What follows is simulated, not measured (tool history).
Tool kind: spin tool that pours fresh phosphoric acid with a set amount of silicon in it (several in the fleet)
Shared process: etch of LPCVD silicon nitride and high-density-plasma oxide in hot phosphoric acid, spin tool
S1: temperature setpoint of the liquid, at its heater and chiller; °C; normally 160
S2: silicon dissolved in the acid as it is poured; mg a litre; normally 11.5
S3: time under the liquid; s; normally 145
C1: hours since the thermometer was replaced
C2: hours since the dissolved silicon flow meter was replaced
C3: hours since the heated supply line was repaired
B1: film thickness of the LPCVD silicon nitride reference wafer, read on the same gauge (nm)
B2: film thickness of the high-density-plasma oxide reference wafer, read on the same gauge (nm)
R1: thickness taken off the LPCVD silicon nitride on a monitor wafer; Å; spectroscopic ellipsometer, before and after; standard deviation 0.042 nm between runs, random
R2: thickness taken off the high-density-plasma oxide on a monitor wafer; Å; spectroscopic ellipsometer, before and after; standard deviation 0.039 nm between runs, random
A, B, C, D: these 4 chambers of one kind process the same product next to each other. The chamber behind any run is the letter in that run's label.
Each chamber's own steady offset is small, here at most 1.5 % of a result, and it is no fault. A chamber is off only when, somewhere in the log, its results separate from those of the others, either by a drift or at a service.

| run | hour | S1 | S2 | S3 | C1 | C2 | C3 | B1 | B2 | R1 | R2 |
|---|---|---|---|---|---|---|---|---|---|---|---|
| 1C | 10.6 | 160 | 11.5 | 145 | 796 | 569.9 | 3286.9 | 59.966 | 100.01 | 136.35 | 5.1955 |
| 2A | 26.6 | 160 | 11.5 | 145 | 92.4 | 695.1 | 405.5 | 59.997 | 100.03 | 136.86 | 4.9337 |
| 3D | 42.3 | 160 | 11.5 | 145 | 910.3 | 1287.5 | 2463.3 | 60.038 | 99.973 | 135.16 | 5.1177 |
|  | 51.4 | chamber D: heated supply line repaired |
| 4B | 56 | 160 | 11.5 | 145 | 908.9 | 1791 | 1196.2 | 60.014 | 100.02 | 136.53 | 5.4568 |
| 5B | 66 | 160 | 11.5 | 145 | 918.9 | 1801 | 1206.2 | 60.025 | 100.01 | 136.78 | 5.0704 |
| 6A | 74.2 | 160 | 18 | 145 | 140 | 742.7 | 453.1 | 60.015 | 99.979 | 137.45 | 4.4622 |
| 7C | 88.1 | 160 | 18 | 145 | 873.5 | 647.4 | 3364.4 | 60.013 | 100.03 | 136.28 | 4.7527 |
| 8D | 97.3 | 160 | 18 | 145 | 965.3 | 1342.5 | 45.9 | 59.985 | 100 | 135.58 | 4.7564 |
| 9A | 110.2 | 160 | 18 | 145 | 176 | 778.7 | 489.1 | 59.981 | 99.961 | 137.22 | 4.0772 |
| 10C | 118.5 | 160 | 11.5 | 145 | 903.9 | 677.8 | 3394.8 | 60.027 | 100 | 136.85 | 4.5998 |
| 11B | 130 | 160 | 11.5 | 145 | 982.9 | 1865 | 1270.2 | 60.021 | 100.05 | 136.06 | 5.0795 |
| 12D | 139.3 | 160 | 11.5 | 145 | 1007.3 | 1384.5 | 87.9 | 60.01 | 99.985 | 135.06 | 5.2892 |
| 13C | 150.5 | 160 | 11.5 | 145 | 935.9 | 709.8 | 3426.8 | 59.966 | 100.01 | 136.56 | 5.0481 |
| 14A | 162.6 | 160 | 11.5 | 145 | 228.4 | 831.1 | 541.5 | 59.968 | 99.975 | 137.49 | 5.1836 |
| 15D | 173.6 | 160 | 11.5 | 145 | 1041.6 | 1418.8 | 122.2 | 59.978 | 100.02 | 135.04 | 4.951 |
| 16B | 189.3 | 160 | 11.5 | 145 | 1042.2 | 1924.3 | 1329.5 | 59.994 | 100.01 | 136.43 | 4.5406 |
| 17D | 198.5 | 160 | 11.5 | 145 | 1066.5 | 1443.7 | 147.1 | 60.036 | 99.999 | 135.39 | 4.7167 |
| 18A | 214 | 160 | 11.5 | 145 | 279.8 | 882.5 | 592.9 | 60.01 | 99.986 | 137.69 | 5.5408 |
| 19B | 224.4 | 160 | 11.5 | 145 | 1077.3 | 1959.4 | 1364.6 | 59.993 | 100.04 | 137.36 | 5.0101 |
| 20C | 235.4 | 162 | 11.5 | 210 | 1020.8 | 794.7 | 3511.7 | 59.997 | 99.988 | 210.32 | 7.1568 |
| 21C | 244.9 | 162 | 11.5 | 210 | 1030.3 | 804.2 | 3521.2 | 60.05 | 99.972 | 210.07 | 9.3046 |
| 22A | 253.5 | 162 | 11.5 | 210 | 319.3 | 922 | 632.4 | 60.004 | 99.962 | 212.44 | 9.6199 |
| 23D | 260.7 | 162 | 11.5 | 210 | 1128.7 | 1505.9 | 209.3 | 60.007 | 100.05 | 209.69 | 9.2741 |
| 24B | 276.5 | 160 | 11.5 | 145 | 1129.4 | 2011.5 | 1416.7 | 59.955 | 99.995 | 137.12 | 5.3011 |

For the next run the whole fleet of 4 chambers uses the same settings. Give each chamber's results:
| 25A | 287.9 | 160 | 11.5 | 145 |  |  |  |  |  | ? | ? |
| 25B | 287.9 | 160 | 11.5 | 145 |  |  |  |  |  | ? | ? |
| 25C | 287.9 | 160 | 11.5 | 145 |  |  |  |  |  | ? | ? |
| 25D | 287.9 | 160 | 11.5 | 145 |  |  |  |  |  | ? | ? |

| run | R1 | R2 |
|---|---|---|
| 25A | 137.36 | 4.6061 |
| 25B | 136.71 | 4.9141 |
| 25C | 136.34 | 4.4532 |
| 25D | 134.91 | 5.6194 |

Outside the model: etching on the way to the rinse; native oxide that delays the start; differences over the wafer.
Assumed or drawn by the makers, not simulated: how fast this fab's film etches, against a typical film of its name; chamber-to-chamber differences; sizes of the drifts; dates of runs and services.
